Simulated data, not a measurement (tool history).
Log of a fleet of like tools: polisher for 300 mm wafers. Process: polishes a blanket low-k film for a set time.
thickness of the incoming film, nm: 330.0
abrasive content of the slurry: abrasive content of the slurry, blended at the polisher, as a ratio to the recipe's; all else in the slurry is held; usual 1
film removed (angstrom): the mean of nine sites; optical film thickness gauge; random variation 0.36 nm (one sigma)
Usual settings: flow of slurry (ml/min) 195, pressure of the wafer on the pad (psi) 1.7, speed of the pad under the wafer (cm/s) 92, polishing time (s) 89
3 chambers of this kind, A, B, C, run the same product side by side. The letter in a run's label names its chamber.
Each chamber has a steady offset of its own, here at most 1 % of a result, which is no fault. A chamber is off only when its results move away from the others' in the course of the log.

run	day	flow of slurry (ml/min)	pressure of the wafer on the pad (psi)	speed of the pad under the wafer (cm/s)	abrasive content of the slurry	polishing time (s)	film removed (angstrom)
1C	0.383	195	1.7	92	1	89	294.20
2A	0.700	195	1.7	92	1	89	292.26
# day 0.867: chamber A: worn pad replaced by a new one
3B	1.179	195	1.7	92	1	89	295.53
# day 1.371: chamber C: worn pad replaced by a new one
4C	1.462	195	1.7	92	1	89	293.26
5B	1.854	195	1.7	92	1	89	293.61
6A	2.325	195	1.7	92	1	89	288.30
7A	2.629	195	1.7	92	1	89	292.04
# day 3.033: chamber B: worn pad replaced by a new one
8C	3.042	195	1.7	92	1	89	301.48
9B	3.417	195	1.7	92	1	89	291.51
# day 3.654: chamber A: worn pad replaced by a new one
10B	3.833	195	1.7	92	1	89	289.56
11C	4.208	155	1.7	92	1	89	285.14
# day 4.279: chamber C: worn pad replaced by a new one
12A	4.554	155	1.7	92	1	89	284.01
13B	4.904	155	1.7	92	1	89	285.23
14A	5.462	195	1.7	92	1	89	286.57
15C	5.808	195	1.7	92	1	89	292.14
16A	6.338	195	1.1	78	1	89	162.85
# day 6.667: chamber A: worn pad replaced by a new one
17B	6.762	195	1.1	78	1	89	164.81
# day 6.771: chamber A: head pressure recalibrated
# day 6.954: chamber B: worn pad replaced by a new one
18C	7.067	195	1.1	78	1	89	170.28
# day 7.392: chamber C: worn pad replaced by a new one
# day 7.450: chamber C: slurry nozzle cleaned
19A	7.533	195	1.7	92	1	89	257.07
20C	7.796	195	1.7	92	1	89	294.15
# day 7.900: chamber C: conditioning disc replaced and pad reconditioned
21B	8.296	160	1.4	92	1	89	229.35
# day 8.433: chamber B: conditioning disc replaced and pad reconditioned
22A	8.750	160	1.4	92	1	89	204.34
# day 9.138: chamber A: worn pad replaced by a new one
23B	9.267	160	1.4	92	1	89	237.52
24C	9.800	195	1.7	92	1	89	299.96
# day 9.817: chamber C: worn pad replaced by a new one
25B	10.154	195	1.7	92	1	89	295.15
# day 10.162: chamber B: worn pad replaced by a new one
# day 10.508: chamber C: slurry blender recalibrated
26C	10.617	195	1.7	92	1	89	292.47
27A	11.062	170	1.7	92	1	111	311.88
28B	11.429	170	1.7	92	1	111	360.74
29C	11.738	170	1.7	92	1	111	361.78
# day 11.771: chamber A: conditioning disc replaced and pad reconditioned
# day 11.904: chamber A: worn pad replaced by a new one
30A	12.312	195	1.7	92	1	89	256.12
31C	12.567	195	1.7	92	1	89	303.23
# day 12.783: chamber C: worn pad replaced by a new one
32B	12.892	195	1.7	92	1	89	298.41
33A	13.250	195	1.7	92	1	89	250.83
34A	13.683	195	1.7	92	1	89	259.62
# day 13.717: chamber C: head pressure recalibrated
35C	14.000	195	1.7	92	1	89	296.45

Is one chamber off against the others, does the gauge drift, or is nothing wrong? If a chamber is off, say which, and what the likeliest cause is.

A service left chamber A off against the others.
Cause: head's pressure below its setpoint, % = 11.3.

Here are 4 candidates for chamber A's next run, each the usual settings with a change, their results left as question marks. Which one brings its results back in line with what the others give on the usual settings?
In line means no further than this from the other chambers' mean on the usual settings: film removed (angstrom) 13.00
36A-1	14.408	195	1.8	92	1.00	96	?
36A-2	14.408	200	1.9	100	1.05	98	?
36A-3	14.408	195	1.7	80	1.00	75	?
36A-4	14.408	195	1.6	92	1.00	83	?

The other chambers' mean on the usual settings: film removed (angstrom) 295.80
run	film removed (angstrom)
36A-1	294.34
36A-2	348.32
36A-3	193.76
36A-4	225.97
36A-1 brings the chamber back in line.
